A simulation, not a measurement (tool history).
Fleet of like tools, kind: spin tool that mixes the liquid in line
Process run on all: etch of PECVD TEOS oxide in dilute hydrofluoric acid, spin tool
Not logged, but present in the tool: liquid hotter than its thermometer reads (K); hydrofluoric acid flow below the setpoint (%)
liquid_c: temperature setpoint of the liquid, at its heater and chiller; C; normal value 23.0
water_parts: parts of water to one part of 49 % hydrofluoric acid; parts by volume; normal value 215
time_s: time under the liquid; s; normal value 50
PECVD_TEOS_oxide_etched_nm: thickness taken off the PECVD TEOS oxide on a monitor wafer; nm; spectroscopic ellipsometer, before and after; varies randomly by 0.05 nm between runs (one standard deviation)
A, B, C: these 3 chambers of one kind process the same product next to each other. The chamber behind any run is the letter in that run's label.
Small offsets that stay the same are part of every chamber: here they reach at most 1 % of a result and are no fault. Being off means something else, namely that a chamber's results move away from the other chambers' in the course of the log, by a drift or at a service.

run	hour	liquid_c	water_parts	time_s	hours since the thermometer was replaced	hours since the hydrofluoric acid flow meter was replaced	read-back film thickness of the PECVD TEOS oxide reference wafer, read on the same gauge (nm)	PECVD_TEOS_oxide_etched_nm
1A	12.3	23.0	215	50	849.7	13.8	139.99	5.6055
2C	23.8	23.0	215	50	470.9	277.3	140.01	5.5823
3B	31.0	23.0	215	50	89.2	442.1	140.00	5.5101
4C	43.1	23.0	215	50	490.2	296.6	139.98	5.5972
5B	49.3	23.0	215	50	107.5	460.4	139.97	5.4776
6A	59.4	23.0	215	50	896.8	60.9	140.04	5.6648
7B	70.8	23.0	215	50	129.0	481.9	140.00	5.5220
8C	79.6	23.0	215	50	526.7	333.1	140.02	5.5299
9A	88.5	23.0	215	50	925.9	90.0	140.02	5.6213
10A	98.1	25.0	285	50	935.5	99.6	139.98	4.2558
11B	107.3	25.0	285	50	165.5	518.4	139.97	4.1370
12C	113.0	25.0	285	50	560.1	366.5	139.98	4.2401
13C	121.5	23.0	215	50	568.6	375.0	139.99	5.5963
14B	127.7	23.0	215	50	185.9	538.8	139.96	5.5125
15A	139.5	23.0	215	50	976.9	141.0	139.98	5.7255
16C	149.4	23.0	215	50	596.5	402.9	139.98	5.5000
17B	160.6	23.0	215	50	218.8	571.7	139.99	5.4623
18A	166.8	23.0	215	50	1004.2	168.3	139.99	5.6181
19B	178.6	23.0	215	50	236.8	589.7	140.05	5.4255
20A	184.3	23.0	215	50	1021.7	185.8	140.06	5.6154
21C	190.4	23.0	215	50	637.5	443.9	140.03	5.3660
22A	201.6	23.0	215	50	1039.0	203.1	139.97	5.6307
23C	211.9	23.0	215	35	659.0	465.4	140.00	3.6505
# hour 215.6: chamber B: hydrofluoric acid flow meter replaced
24B	223.1	23.0	215	35	281.3	7.5	140.01	3.8551
25B	228.9	23.0	215	35	287.1	13.3	139.99	3.8986
26C	239.7	23.0	155	50	686.8	493.2	140.00	7.7376
27A	252.0	23.0	155	50	1089.4	253.5	140.03	8.3869
28A	259.5	23.0	155	50	1096.9	261.0	139.97	8.4169
29C	271.4	23.0	215	50	718.5	524.9	140.04	5.0100
30B	278.5	25.5	215	75	336.7	62.9	140.05	9.1718
31A	284.8	25.5	215	75	1122.2	286.3	139.95	9.3054

Next, every chamber runs the same settings. What will each give?
32A	293.9	23.0	165	50				?
32B	293.9	23.0	165	50				?
32C	293.9	23.0	165	50				?

run	PECVD_TEOS_oxide_etched_nm
32A	7.7162
32B	7.6579
32C	6.9095
